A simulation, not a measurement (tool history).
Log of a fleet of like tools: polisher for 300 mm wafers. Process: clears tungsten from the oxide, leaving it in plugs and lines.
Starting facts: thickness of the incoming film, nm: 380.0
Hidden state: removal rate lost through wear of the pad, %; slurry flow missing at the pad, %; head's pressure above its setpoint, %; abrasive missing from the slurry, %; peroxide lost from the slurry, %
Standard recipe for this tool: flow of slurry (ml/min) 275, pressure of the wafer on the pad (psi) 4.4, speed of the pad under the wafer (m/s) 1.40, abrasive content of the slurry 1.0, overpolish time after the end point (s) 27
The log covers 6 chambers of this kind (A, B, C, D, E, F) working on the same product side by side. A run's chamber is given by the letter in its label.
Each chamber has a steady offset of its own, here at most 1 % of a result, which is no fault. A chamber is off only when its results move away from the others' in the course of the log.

run,day,flow of slurry (ml/min),pressure of the wafer on the pad (psi),speed of the pad under the wafer (m/s),abrasive content of the slurry,overpolish time after the end point (s),wafers polished on this pad,hours since the slurry nozzle was cleaned,hours since the head pressure was calibrated,hours since the slurry blender was calibrated,hours since the slurry got fresh peroxide,time until the end point was called (s)
1F,0.517,275,4.4,1.40,1.0,27,846,48.7,338.4,187.9,82.9,45.743
# day 0.521: chamber D: slurry tank refilled with fresh slurry and peroxide
# day 0.571: chamber C: slurry blender recalibrated
# day 0.633: chamber B: slurry tank refilled with fresh slurry and peroxide
# day 0.712: chamber A: slurry blender recalibrated
# day 0.779: chamber E: slurry tank refilled with fresh slurry and peroxide
2E,0.888,275,4.4,1.40,1.0,27,524,53.3,92.7,343.7,2.6,45.851
# day 1.171: chamber C: worn pad replaced by a new one
3B,1.242,275,4.4,1.40,1.0,27,292,338.6,725.0,69.5,14.7,46.917
# day 1.283: chamber F: worn pad replaced by a new one
# day 1.400: chamber D: worn pad replaced by a new one
# day 1.496: chamber C: slurry tank refilled with fresh slurry and peroxide
4A,1.567,275,4.4,1.40,1.0,27,726,163.3,224.4,20.5,61.1,45.749
# day 1.750: chamber A: slurry tank refilled with fresh slurry and peroxide
5D,1.942,275,4.4,1.40,1.0,27,108,855.1,499.9,182.2,34.1,45.960
# day 2.200: chamber D: slurry nozzle cleaned
6C,2.279,275,4.4,1.40,1.0,27,221,252.4,213.7,41.0,18.8,45.342
7C,2.675,275,4.4,1.40,1.0,27,300,261.9,223.2,50.5,28.3,44.780
# day 2.767: chamber B: worn pad replaced by a new one
# day 2.992: chamber B: slurry nozzle cleaned
8B,3.183,275,4.4,1.40,1.0,27,83,4.6,771.6,116.1,61.3,46.061
# day 3.471: chamber E: slurry tank refilled with fresh slurry and peroxide
# day 3.621: chamber B: head pressure recalibrated
9E,3.683,275,4.4,1.40,1.0,27,1082,120.4,159.8,410.8,5.1,46.491
10D,3.933,275,4.4,1.40,1.0,27,505,41.6,547.7,230.0,81.9,45.905
# day 4.162: chamber E: slurry blender recalibrated
# day 4.396: chamber A: slurry tank refilled with fresh slurry and peroxide
# day 4.412: chamber F: slurry tank refilled with fresh slurry and peroxide
11F,4.438,275,4.4,1.40,1.0,27,629,142.8,432.5,282.0,0.6,44.508
# day 4.471: chamber A: worn pad replaced by a new one
12A,4.821,275,3.5,1.40,1.2,27,69,241.4,302.5,98.6,10.2,55.891
# day 4.829: chamber D: worn pad replaced by a new one
# day 4.842: chamber E: worn pad replaced by a new one
13A,5.221,275,3.5,1.40,1.2,27,149,251.0,312.1,108.2,19.8,57.140
14F,5.604,275,3.5,1.40,1.2,27,862,170.8,460.5,310.0,28.6,54.808
# day 5.642: chamber B: worn pad replaced by a new one
15E,6.125,275,3.5,1.40,1.2,27,256,179.0,218.4,47.2,63.7,55.333
# day 6.308: chamber F: slurry nozzle cleaned
# day 6.388: chamber E: slurry tank refilled with fresh slurry and peroxide
# day 6.404: chamber C: worn pad replaced by a new one
# day 6.412: chamber B: slurry tank refilled with fresh slurry and peroxide
16B,6.488,275,3.5,1.40,1.2,27,169,83.9,68.9,195.4,1.8,56.843
17D,6.767,275,3.5,1.40,1.2,27,386,109.6,615.7,298.0,149.9,55.470
# day 6.817: chamber F: worn pad replaced by a new one
# day 6.962: chamber A: slurry tank refilled with fresh slurry and peroxide
# day 7.075: chamber D: slurry tank refilled with fresh slurry and peroxide
18C,7.212,275,4.4,1.40,1.0,27,161,370.8,332.1,159.4,137.2,45.701
19E,7.492,275,4.4,1.40,1.0,27,529,211.8,251.2,80.0,26.5,45.670
# day 7.629: chamber B: slurry blender recalibrated
20F,7.938,275,4.4,1.40,1.0,27,224,39.1,516.5,366.0,84.6,44.731
# day 8.125: chamber A: slurry blender recalibrated
# day 8.333: chamber C: head pressure recalibrated
21B,8.462,275,3.8,1.40,1.0,39,563,131.3,116.3,20.0,49.2,52.950
# day 8.517: chamber B: worn pad replaced by a new one
# day 8.696: chamber D: worn pad replaced by a new one
# day 8.833: chamber F: slurry blender recalibrated
# day 8.883: chamber E: slurry tank refilled with fresh slurry and peroxide
22D,8.946,275,3.8,1.40,1.0,39,50,161.9,668.0,350.3,44.9,52.652
# day 8.971: chamber C: slurry tank refilled with fresh slurry and peroxide
# day 9.050: chamber D: slurry blender recalibrated
# day 9.346: chamber C: slurry blender recalibrated
23A,9.362,275,3.8,1.40,1.0,39,976,350.4,411.5,29.7,57.6,53.621
# day 9.458: chamber A: slurry tank refilled with fresh slurry and peroxide
24C,9.821,275,3.8,1.40,1.0,39,682,433.4,35.8,11.5,20.4,53.360
25B,10.117,275,3.8,1.40,1.0,39,319,171.0,156.0,59.7,88.9,51.970
26D,10.546,275,3.8,1.40,1.0,39,369,200.3,706.4,36.0,83.3,54.576
# day 10.696: chamber A: slurry nozzle cleaned
27E,10.883,275,4.4,1.40,1.0,27,1206,293.2,332.6,161.4,48.0,45.986
28F,11.258,275,4.4,1.40,1.0,27,886,118.8,596.2,58.3,164.3,45.579
# day 11.412: chamber B: worn pad replaced by a new one
# day 11.488: chamber A: worn pad replaced by a new one
# day 11.496: chamber E: slurry tank refilled with fresh slurry and peroxide
29C,11.554,275,4.4,1.40,1.0,27,1028,475.0,77.4,53.1,62.0,46.696
# day 11.783: chamber B: slurry tank refilled with fresh slurry and peroxide
# day 11.829: chamber F: slurry tank refilled with fresh slurry and peroxide
30A,11.867,275,4.4,1.40,1.0,27,75,28.2,471.6,89.8,57.9,44.653
# day 11.933: chamber A: slurry tank refilled with fresh slurry and peroxide
# day 12.158: chamber C: worn pad replaced by a new one
# day 12.308: chamber E: worn pad replaced by a new one
31B,12.321,275,4.4,1.40,1.0,27,181,223.9,208.9,112.6,13.0,45.978
# day 12.538: chamber D: worn pad replaced by a new one
32C,12.583,275,4.4,1.40,1.0,27,84,499.7,102.1,77.8,86.7,46.338
# day 12.600: chamber F: worn pad replaced by a new one
33E,12.912,275,4.4,1.40,1.0,27,121,341.9,381.3,210.1,34.0,45.634
34D,13.271,275,4.4,1.40,1.0,27,146,265.7,771.8,101.4,148.7,45.941
35A,13.767,275,4.4,1.58,1.0,27,454,73.8,517.2,135.4,44.0,39.606
36F,14.212,275,4.4,1.58,1.0,27,322,189.7,667.1,129.2,57.2,41.432

Predict what each chamber gives when all 6 of them run the settings below next.
37A,14.592,240,4.4,1.40,1.0,27,,,,,,?
37B,14.592,240,4.4,1.40,1.0,27,,,,,,?
37C,14.592,240,4.4,1.40,1.0,27,,,,,,?
37D,14.592,240,4.4,1.40,1.0,27,,,,,,?
37E,14.592,240,4.4,1.40,1.0,27,,,,,,?
37F,14.592,240,4.4,1.40,1.0,27,,,,,,?

run,time until the end point was called (s)
37A,45.466
37B,45.214
37C,46.955
37D,47.353
37E,46.563
37F,45.800

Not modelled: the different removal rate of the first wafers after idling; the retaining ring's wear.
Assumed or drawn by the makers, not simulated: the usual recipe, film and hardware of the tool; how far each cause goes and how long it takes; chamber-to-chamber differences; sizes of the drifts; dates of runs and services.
